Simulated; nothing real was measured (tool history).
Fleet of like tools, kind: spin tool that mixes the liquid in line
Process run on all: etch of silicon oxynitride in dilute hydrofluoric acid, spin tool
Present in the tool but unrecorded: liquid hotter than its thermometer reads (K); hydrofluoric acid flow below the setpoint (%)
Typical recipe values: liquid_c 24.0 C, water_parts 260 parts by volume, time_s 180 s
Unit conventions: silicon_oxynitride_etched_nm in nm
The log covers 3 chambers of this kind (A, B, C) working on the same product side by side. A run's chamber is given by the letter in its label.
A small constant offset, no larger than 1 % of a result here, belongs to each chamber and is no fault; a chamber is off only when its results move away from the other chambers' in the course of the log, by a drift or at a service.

run	day	liquid_c	water_parts	time_s	hours since the thermometer was replaced	hours since the hydrofluoric acid flow meter was replaced	read-back film thickness of the silicon oxynitride reference wafer, read on the same gauge (nm)	silicon_oxynitride_etched_nm
1B	0.450	24.0	260	180	1130.3	281.6	60.003	2.8018
# day 0.521: chamber A: hydrofluoric acid flow meter replaced
2C	0.762	24.0	260	180	126.7	1928.6	60.000	2.8180
3A	1.129	24.0	260	180	1154.3	14.6	60.007	2.7886
4B	1.496	24.0	260	180	1155.4	306.7	59.995	2.8453
5C	2.012	24.0	260	180	156.7	1958.6	60.017	2.8647
6A	2.458	24.0	260	220	1186.2	46.5	60.026	3.4400
7C	2.896	24.0	260	220	177.9	1979.8	60.020	3.5346
8B	3.412	24.0	260	220	1201.4	352.7	60.006	3.4557
9A	3.762	24.0	260	180	1217.5	77.8	60.000	2.8233
10B	4.158	24.0	260	180	1219.3	370.6	60.008	2.8060
11A	4.454	24.0	260	180	1234.1	94.4	60.003	2.8558
12C	4.975	24.0	260	180	227.8	2029.7	59.990	2.9241
13B	5.371	21.0	260	230	1248.4	399.7	59.998	3.0569
14C	5.600	21.0	260	230	242.8	2044.7	59.983	3.1963
15A	5.954	21.0	260	230	1270.1	130.4	60.028	3.1694
16A	6.296	24.0	260	180	1278.3	138.6	59.984	2.7736
17C	6.533	24.0	260	180	265.2	2067.1	60.001	2.8061
18B	6.921	24.0	260	180	1285.6	436.9	59.993	2.6834
19A	7.421	27.5	260	180	1305.3	165.6	59.996	3.2554
20B	7.912	27.5	260	180	1309.4	460.7	59.978	3.0446
21C	8.325	27.5	260	180	308.2	2110.1	60.020	3.3191
22C	8.612	24.0	260	180	315.1	2117.0	59.981	2.8990
23B	9.096	24.0	260	180	1337.8	489.1	60.001	2.6085
24A	9.612	24.0	260	180	1357.9	218.2	59.997	2.7635
25B	9.879	24.0	260	180	1356.6	507.9	60.016	2.6119
26C	10.338	24.0	260	180	356.5	2158.4	59.998	2.8544

Next, all 3 chambers run the settings below, one line each with question marks for the results. What does each chamber give?
27A	10.717	24.0	165	180				?
27B	10.717	24.0	165	180				?
27C	10.717	24.0	165	180				?

run	silicon_oxynitride_etched_nm
27A	4.7882
27B	4.2899
27C	4.7098
